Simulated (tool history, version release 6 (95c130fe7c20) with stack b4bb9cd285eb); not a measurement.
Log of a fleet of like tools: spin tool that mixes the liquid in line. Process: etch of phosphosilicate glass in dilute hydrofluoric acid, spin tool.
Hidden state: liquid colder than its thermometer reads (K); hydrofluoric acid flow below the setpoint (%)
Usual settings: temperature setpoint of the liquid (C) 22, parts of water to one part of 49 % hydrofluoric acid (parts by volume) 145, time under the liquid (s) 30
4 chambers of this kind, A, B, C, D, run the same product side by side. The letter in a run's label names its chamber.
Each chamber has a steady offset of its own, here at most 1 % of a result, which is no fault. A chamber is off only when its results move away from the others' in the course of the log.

run,hour,temperature setpoint of the liquid (C),parts of water to one part of 49 % hydrofluoric acid (parts by volume),time under the liquid (s),hours since the thermometer was replaced,hours since the hydrofluoric acid flow meter was replaced,"read-back film thickness of the phosphosilicate glass reference wafer, read on the same gauge (nm)",thickness taken off the phosphosilicate glass on a monitor wafer (nm)
1B,8.4,22,145,30,94.1,898,59.946,34.273
2C,17.8,22,145,30,1151.3,491.7,59.98,35.018
3D,22.8,22,145,30,523.6,73.6,59.965,34.632
4A,27.7,22,145,30,1005.5,223.6,60.017,34.863
5D,36.2,24,145,45,537,87,60.006,56.455
6B,41.8,24,145,45,127.5,931.4,60,56.131
7C,50.3,24,145,45,1183.8,524.2,60.031,57.65
8A,60.2,24,145,45,1038,256.1,59.978,55.698
9C,70.3,22,145,30,1203.8,544.2,60.001,34.645
10B,75.4,22,145,30,161.1,965,60.014,34.476
11D,85.8,22,145,35,586.6,136.6,60.003,40.18
12A,92,22,145,35,1069.8,287.9,59.997,40.472
13C,97.2,22,145,35,1230.7,571.1,59.986,40.907
14D,103.8,22,145,35,604.6,154.6,60.006,40.61
15A,113.1,26,145,30,1090.9,309,60.016,40.281
16B,122.1,26,145,30,207.8,1011.7,59.985,40.78
17D,127,26,145,30,627.8,177.8,60.006,40.431
18A,133.9,26,145,30,1111.7,329.8,59.987,40.455
19B,141.7,22,145,30,227.4,1031.3,60.007,35.103
20C,148,22,145,30,1281.5,621.9,60.006,35.201
21D,158.1,22,145,30,658.9,208.9,60.026,34.442
22C,167.3,22,145,30,1300.8,641.2,59.972,35.242
23B,174.9,22,145,30,260.6,1064.5,59.983,34.524
24A,185.4,22,145,30,1163.2,381.3,59.997,34.932
25D,191.4,22,145,30,692.2,242.2,60.006,34.971
26C,197.8,22,145,30,1331.3,671.7,60.008,34.812
27A,207.1,22,145,30,1184.9,403,60.007,34.772

Next, every chamber runs the same settings. What will each give?
28A,214.7,22,145,30,,,,?
28B,214.7,22,145,30,,,,?
28C,214.7,22,145,30,,,,?
28D,214.7,22,145,30,,,,?

run,thickness taken off the phosphosilicate glass on a monitor wafer (nm)
28A,34.533
28B,34.918
28C,35.269
28D,34.702
